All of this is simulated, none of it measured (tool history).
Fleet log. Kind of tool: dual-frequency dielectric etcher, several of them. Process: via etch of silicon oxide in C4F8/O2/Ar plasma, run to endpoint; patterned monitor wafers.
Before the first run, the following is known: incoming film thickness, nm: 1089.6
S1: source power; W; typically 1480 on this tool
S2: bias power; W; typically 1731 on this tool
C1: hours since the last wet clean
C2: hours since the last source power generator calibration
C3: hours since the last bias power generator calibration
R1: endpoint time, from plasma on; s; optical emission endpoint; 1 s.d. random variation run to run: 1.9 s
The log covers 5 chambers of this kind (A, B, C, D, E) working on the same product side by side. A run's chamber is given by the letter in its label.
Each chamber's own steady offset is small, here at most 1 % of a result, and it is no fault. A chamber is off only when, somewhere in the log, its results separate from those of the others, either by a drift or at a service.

run 1E hour=10.2 | S1=1480 S2=1731 | C1=454.2 C2=1505.0 C3=2544.7 | R1=253.71
run 2A hour=17.3 | S1=1480 S2=1731 | C1=337.8 C2=689.4 C3=324.6 | R1=251.77
run 3B hour=23.5 | S1=1480 S2=1731 | C1=181.2 C2=2962.2 C3=3920.3 | R1=254.40
-- hour=28.7 chamber E: bias power generator calibrated
run 4D hour=30.9 | S1=1480 S2=1731 | C1=330.3 C2=924.4 C3=1795.1 | R1=253.97
-- hour=40.0 chamber E: wet clean of the chamber
run 5C hour=42.1 | S1=1480 S2=1731 | C1=181.5 C2=2477.6 C3=1234.9 | R1=249.57
run 6D hour=50.2 | S1=1480 S2=1731 | C1=349.6 C2=943.7 C3=1814.4 | R1=250.40
run 7B hour=59.6 | S1=1480 S2=1731 | C1=217.3 C2=2998.3 C3=3956.4 | R1=253.28
run 8E hour=70.2 | S1=1480 S2=1731 | C1=30.2 C2=1565.0 C3=41.5 | R1=249.60
run 9A hour=80.3 | S1=1480 S2=1731 | C1=400.8 C2=752.4 C3=387.6 | R1=257.69
run 10C hour=91.6 | S1=1480 S2=1731 | C1=231.0 C2=2527.1 C3=1284.4 | R1=251.22
-- hour=94.1 chamber D: bias power generator calibrated
run 11B hour=97.9 | S1=1480 S2=1731 | C1=255.6 C2=3036.6 C3=3994.7 | R1=253.10
run 12E hour=109.5 | S1=1480 S2=1731 | C1=69.5 C2=1604.3 C3=80.8 | R1=250.41
run 13C hour=119.4 | S1=1480 S2=1731 | C1=258.8 C2=2554.9 C3=1312.2 | R1=248.70
run 14A hour=130.4 | S1=1480 S2=1731 | C1=450.9 C2=802.5 C3=437.7 | R1=254.39
run 15D hour=135.4 | S1=1480 S2=1731 | C1=434.8 C2=1028.9 C3=41.4 | R1=248.83
run 16C hour=142.6 | S1=1480 S2=1731 | C1=282.0 C2=2578.1 C3=1335.4 | R1=248.35
run 17E hour=152.3 | S1=1480 S2=1731 | C1=112.3 C2=1647.1 C3=123.6 | R1=248.68
-- hour=155.4 chamber B: source power generator calibrated
run 18A hour=161.0 | S1=1480 S2=1731 | C1=481.5 C2=833.1 C3=468.3 | R1=250.97
run 19B hour=170.6 | S1=1480 S2=1731 | C1=328.3 C2=15.3 C3=4067.4 | R1=249.11
run 20D hour=181.0 | S1=1480 S2=1731 | C1=480.4 C2=1074.5 C3=87.0 | R1=248.32
run 21C hour=186.5 | S1=1340 S2=1552 | C1=325.9 C2=2622.0 C3=1379.3 | R1=273.96
-- hour=188.9 chamber B: bias power generator calibrated
run 22E hour=194.5 | S1=1340 S2=1552 | C1=154.5 C2=1689.3 C3=165.8 | R1=272.26
run 23B hour=205.4 | S1=1340 S2=1552 | C1=363.1 C2=50.1 C3=16.6 | R1=263.90
run 24D hour=212.2 | S1=1340 S2=1552 | C1=511.6 C2=1105.7 C3=118.2 | R1=268.97
run 25A hour=220.7 | S1=1340 S2=1552 | C1=541.2 C2=892.8 C3=528.0 | R1=272.08
run 26D hour=230.3 | S1=1480 S2=1731 | C1=529.7 C2=1123.8 C3=136.3 | R1=253.07
run 27B hour=240.8 | S1=1480 S2=1731 | C1=398.5 C2=85.5 C3=52.0 | R1=246.37
run 28C hour=251.7 | S1=1480 S2=1731 | C1=391.1 C2=2687.2 C3=1444.5 | R1=247.21
run 29E hour=260.8 | S1=1480 S2=1731 | C1=220.8 C2=1755.6 C3=232.1 | R1=251.66
run 30A hour=269.7 | S1=1480 S2=1731 | C1=590.2 C2=941.8 C3=577.0 | R1=255.63
run 31D hour=276.0 | S1=1480 S2=1731 | C1=575.4 C2=1169.5 C3=182.0 | R1=249.21
run 32E hour=284.7 | S1=1480 S2=1731 | C1=244.7 C2=1779.5 C3=256.0 | R1=250.71
run 33B hour=292.5 | S1=1480 S2=1731 | C1=450.2 C2=137.2 C3=103.7 | R1=242.48
run 34A hour=299.4 | S1=1480 S2=1731 | C1=619.9 C2=971.5 C3=606.7 | R1=251.01
run 35C hour=309.1 | S1=1480 S2=1731 | C1=448.5 C2=2744.6 C3=1501.9 | R1=248.14

What goes on in this fleet: one chamber off, a drifting gauge, or nothing beyond the chambers' own small offsets? Name the chamber and the cause, if any.

It is chamber B that slowly wanders off from its peers.
What lies behind it: etch rate over this chamber's usual, % = 4.62.

Chamber B could run next with any of the 4 candidate recipes listed below; each alters the usual settings, and their results appear as question marks. Which one brings its results back in line with what the other chambers deliver on the usual settings?
To be in line, a result may differ from the other chambers' mean on the usual settings by at most: R1 6.70 s
run 36B-1 hour=317.4 | S1=1690 S2=1903 | R1=?
run 36B-2 hour=317.4 | S1=1480 S2=1504 | R1=?
run 36B-3 hour=317.4 | S1=1480 S2=1287 | R1=?
run 36B-4 hour=317.4 | S1=1570 S2=1807 | R1=?

What the other chambers average on the usual settings: R1 251.42 s
run=36B-1 R1=223.62
run=36B-2 R1=252.42
run=36B-3 R1=263.44
run=36B-4 R1=233.88
The answer is 36B-2, which returns the chamber to within the allowed miss of the others.
